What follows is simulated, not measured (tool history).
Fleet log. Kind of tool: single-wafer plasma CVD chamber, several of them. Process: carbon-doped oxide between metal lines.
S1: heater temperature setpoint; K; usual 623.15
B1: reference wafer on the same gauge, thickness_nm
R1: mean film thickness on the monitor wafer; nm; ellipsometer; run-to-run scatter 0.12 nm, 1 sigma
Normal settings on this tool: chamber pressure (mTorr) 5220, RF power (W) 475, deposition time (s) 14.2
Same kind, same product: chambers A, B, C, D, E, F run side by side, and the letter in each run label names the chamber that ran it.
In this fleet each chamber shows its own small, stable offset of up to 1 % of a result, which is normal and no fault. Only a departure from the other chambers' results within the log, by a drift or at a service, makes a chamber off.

run 1B hour=13 | S1=623.15 chamber_pressure_(mTorr)=5220 RF_power_(W)=475 deposition_time_(s)=14.2 | B1=73.891 | R1=71.952
run 2C hour=22.8 | S1=623.15 chamber_pressure_(mTorr)=5220 RF_power_(W)=475 deposition_time_(s)=14.2 | B1=73.928 | R1=70.895
-- hour=23.2 chamber F: RF generator calibrated
run 3D hour=32.4 | S1=623.15 chamber_pressure_(mTorr)=5220 RF_power_(W)=475 deposition_time_(s)=14.2 | B1=73.902 | R1=71.318
run 4A hour=40.1 | S1=623.15 chamber_pressure_(mTorr)=5220 RF_power_(W)=475 deposition_time_(s)=14.2 | B1=73.941 | R1=70.778
run 5F hour=53.2 | S1=623.15 chamber_pressure_(mTorr)=5220 RF_power_(W)=475 deposition_time_(s)=14.2 | B1=73.967 | R1=71.983
run 6E hour=64.5 | S1=623.15 chamber_pressure_(mTorr)=5220 RF_power_(W)=475 deposition_time_(s)=14.2 | B1=73.976 | R1=72.281
run 7B hour=71.7 | S1=623.15 chamber_pressure_(mTorr)=5220 RF_power_(W)=475 deposition_time_(s)=14.2 | B1=74.023 | R1=72.134
run 8E hour=79.9 | S1=623.15 chamber_pressure_(mTorr)=5220 RF_power_(W)=475 deposition_time_(s)=14.2 | B1=73.999 | R1=72.056
run 9C hour=90.2 | S1=623.15 chamber_pressure_(mTorr)=5220 RF_power_(W)=475 deposition_time_(s)=14.2 | B1=74.059 | R1=70.698
run 10D hour=101.1 | S1=623.15 chamber_pressure_(mTorr)=5220 RF_power_(W)=475 deposition_time_(s)=14.2 | B1=74.022 | R1=71.351
run 11F hour=109.4 | S1=623.15 chamber_pressure_(mTorr)=5220 RF_power_(W)=475 deposition_time_(s)=14.2 | B1=74.08 | R1=71.893
run 12A hour=116.3 | S1=623.15 chamber_pressure_(mTorr)=5220 RF_power_(W)=475 deposition_time_(s)=14.2 | B1=74.066 | R1=70.708
run 13D hour=127.9 | S1=623.15 chamber_pressure_(mTorr)=5220 RF_power_(W)=475 deposition_time_(s)=14.2 | B1=74.123 | R1=71.328
run 14F hour=136.6 | S1=623.15 chamber_pressure_(mTorr)=5220 RF_power_(W)=475 deposition_time_(s)=14.2 | B1=74.077 | R1=72.135
run 15E hour=145.2 | S1=623.15 chamber_pressure_(mTorr)=5220 RF_power_(W)=475 deposition_time_(s)=14.2 | B1=74.124 | R1=72.054
run 16C hour=158 | S1=623.15 chamber_pressure_(mTorr)=5220 RF_power_(W)=475 deposition_time_(s)=14.2 | B1=74.091 | R1=70.941
run 17A hour=171.4 | S1=627.15 chamber_pressure_(mTorr)=5220 RF_power_(W)=475 deposition_time_(s)=14.2 | B1=74.148 | R1=70.122
run 18B hour=183.6 | S1=627.15 chamber_pressure_(mTorr)=5220 RF_power_(W)=475 deposition_time_(s)=14.2 | B1=74.136 | R1=71.584
run 19F hour=190.9 | S1=627.15 chamber_pressure_(mTorr)=5220 RF_power_(W)=475 deposition_time_(s)=14.2 | B1=74.202 | R1=71.435
run 20A hour=198.3 | S1=627.15 chamber_pressure_(mTorr)=5220 RF_power_(W)=475 deposition_time_(s)=14.2 | B1=74.149 | R1=70.165
run 21B hour=208.1 | S1=627.15 chamber_pressure_(mTorr)=5220 RF_power_(W)=475 deposition_time_(s)=14.2 | B1=74.223 | R1=71.698
-- hour=215 chamber A: RF generator calibrated
run 22C hour=221.5 | S1=627.15 chamber_pressure_(mTorr)=5220 RF_power_(W)=475 deposition_time_(s)=14.2 | B1=74.193 | R1=70.295
run 23D hour=234.5 | S1=623.15 chamber_pressure_(mTorr)=5220 RF_power_(W)=475 deposition_time_(s)=14.2 | B1=74.208 | R1=71.39
run 24E hour=248.5 | S1=623.15 chamber_pressure_(mTorr)=5220 RF_power_(W)=475 deposition_time_(s)=14.2 | B1=74.243 | R1=72.553
run 25B hour=262.5 | S1=623.15 chamber_pressure_(mTorr)=5220 RF_power_(W)=475 deposition_time_(s)=14.2 | B1=74.249 | R1=72.518
run 26E hour=272.4 | S1=623.15 chamber_pressure_(mTorr)=5220 RF_power_(W)=475 deposition_time_(s)=14.2 | B1=74.286 | R1=72.659
run 27F hour=280.8 | S1=623.15 chamber_pressure_(mTorr)=5220 RF_power_(W)=475 deposition_time_(s)=14.2 | B1=74.333 | R1=72.232
run 28D hour=293.1 | S1=623.15 chamber_pressure_(mTorr)=5220 RF_power_(W)=475 deposition_time_(s)=14.2 | B1=74.288 | R1=71.611
run 29A hour=304.2 | S1=623.15 chamber_pressure_(mTorr)=5220 RF_power_(W)=475 deposition_time_(s)=14.2 | B1=74.29 | R1=71.25
run 30C hour=315.1 | S1=623.15 chamber_pressure_(mTorr)=5220 RF_power_(W)=475 deposition_time_(s)=14.2 | B1=74.346 | R1=71.071
run 31B hour=322 | S1=623.15 chamber_pressure_(mTorr)=5220 RF_power_(W)=475 deposition_time_(s)=14.2 | B1=74.343 | R1=72.47
run 32A hour=330.6 | S1=623.15 chamber_pressure_(mTorr)=5220 RF_power_(W)=475 deposition_time_(s)=14.2 | B1=74.358 | R1=71.296
run 33D hour=339.8 | S1=623.15 chamber_pressure_(mTorr)=5220 RF_power_(W)=475 deposition_time_(s)=14.2 | B1=74.344 | R1=71.399
run 34C hour=350.3 | S1=623.15 chamber_pressure_(mTorr)=5220 RF_power_(W)=475 deposition_time_(s)=14.2 | B1=74.351 | R1=71.239
run 35F hour=361.1 | S1=623.15 chamber_pressure_(mTorr)=5220 RF_power_(W)=475 deposition_time_(s)=14.2 | B1=74.37 | R1=72.202
run 36E hour=368.2 | S1=623.15 chamber_pressure_(mTorr)=3980 RF_power_(W)=515 deposition_time_(s)=14.2 | B1=74.395 | R1=73.72

Next, all 6 chambers run the settings below, one line each with question marks for the results. What does each chamber give?
run 37A hour=378.6 | S1=613.15 chamber_pressure_(mTorr)=5220 RF_power_(W)=475 deposition_time_(s)=14.2 | R1=?
run 37B hour=378.6 | S1=613.15 chamber_pressure_(mTorr)=5220 RF_power_(W)=475 deposition_time_(s)=14.2 | R1=?
run 37C hour=378.6 | S1=613.15 chamber_pressure_(mTorr)=5220 RF_power_(W)=475 deposition_time_(s)=14.2 | R1=?
run 37D hour=378.6 | S1=613.15 chamber_pressure_(mTorr)=5220 RF_power_(W)=475 deposition_time_(s)=14.2 | R1=?
run 37E hour=378.6 | S1=613.15 chamber_pressure_(mTorr)=5220 RF_power_(W)=475 deposition_time_(s)=14.2 | R1=?
run 37F hour=378.6 | S1=613.15 chamber_pressure_(mTorr)=5220 RF_power_(W)=475 deposition_time_(s)=14.2 | R1=?

run=37A R1=73.628
run=37B R1=74.549
run=37C R1=73.29
run=37D R1=73.805
run=37E R1=74.547
run=37F R1=74.521

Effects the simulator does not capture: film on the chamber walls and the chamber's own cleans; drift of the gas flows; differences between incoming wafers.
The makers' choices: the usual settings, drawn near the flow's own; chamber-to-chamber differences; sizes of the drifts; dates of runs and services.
